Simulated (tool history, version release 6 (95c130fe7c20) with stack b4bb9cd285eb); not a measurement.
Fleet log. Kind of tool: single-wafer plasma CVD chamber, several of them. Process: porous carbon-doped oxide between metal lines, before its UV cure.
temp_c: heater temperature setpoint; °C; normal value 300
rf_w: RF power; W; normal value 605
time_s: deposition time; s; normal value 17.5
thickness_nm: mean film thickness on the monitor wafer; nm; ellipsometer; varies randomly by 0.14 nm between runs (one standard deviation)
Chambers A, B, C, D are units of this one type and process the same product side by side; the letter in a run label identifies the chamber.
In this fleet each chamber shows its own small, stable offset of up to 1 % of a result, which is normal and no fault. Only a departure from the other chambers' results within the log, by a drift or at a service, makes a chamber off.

run	day	temp_c	rf_w	time_s	hours since the last thermocouple change	hours since the last RF generator calibration	read-back reference wafer on the same gauge, thickness_nm	thickness_nm
1C	0.292	300	605	17.5	1878.8	1661.1	117.96	109.91
2D	0.562	300	605	17.5	1678.0	105.3	117.96	109.24
3A	0.850	300	605	17.5	816.0	747.5	117.93	109.90
4B	1.196	300	605	17.5	2453.8	774.5	117.89	108.22
5A	1.650	300	605	19.2	835.2	766.7	117.91	120.05
6D	1.862	300	605	19.2	1709.2	136.5	117.86	119.46
7C	2.075	300	605	19.2	1921.6	1703.9	117.81	120.07
8B	2.400	300	605	19.2	2482.7	803.4	117.83	118.25
9B	2.671	300	605	17.5	2489.2	809.9	117.84	107.98
10A	2.908	300	605	17.5	865.4	796.9	117.73	109.60
11D	3.217	300	605	17.5	1741.7	169.0	117.76	109.19
12C	3.500	300	605	17.5	1955.8	1738.1	117.71	109.68
13B	3.904	300	605	17.5	2518.8	839.5	117.69	108.07
# day 4.046: chamber C: thermocouple changed; heater temperature recalibrated
14C	4.242	300	605	17.5	4.7	1755.9	117.70	109.61
15A	4.575	300	605	17.5	905.4	836.9	117.71	109.67
16D	4.979	300	605	17.5	1784.0	211.3	117.62	109.10
17B	5.254	300	605	17.5	2551.2	871.9	117.62	107.95
18A	5.558	300	605	17.5	929.0	860.5	117.59	109.70
19C	5.917	300	605	17.5	44.9	1796.1	117.58	109.42
20D	6.146	300	605	17.5	1812.0	239.3	117.53	109.02
21C	6.583	300	605	17.5	60.9	1812.1	117.53	109.63
22A	6.833	300	605	17.5	959.6	891.1	117.49	109.73
23D	7.167	300	605	17.5	1836.5	263.8	117.47	108.82
24B	7.433	300	605	17.5	2603.5	924.2	117.44	107.78
25A	7.821	300	605	17.5	983.3	914.8	117.46	109.56
26D	8.029	300	605	17.5	1857.2	284.5	117.40	108.87

All 4 chambers run these settings next. Forecast each chamber's results:
27A	8.358	300	605	18.6				?
27B	8.358	300	605	18.6				?
27C	8.358	300	605	18.6				?
27D	8.358	300	605	18.6				?

run	thickness_nm
27A	115.88
27B	114.25
27C	116.03
27D	115.36
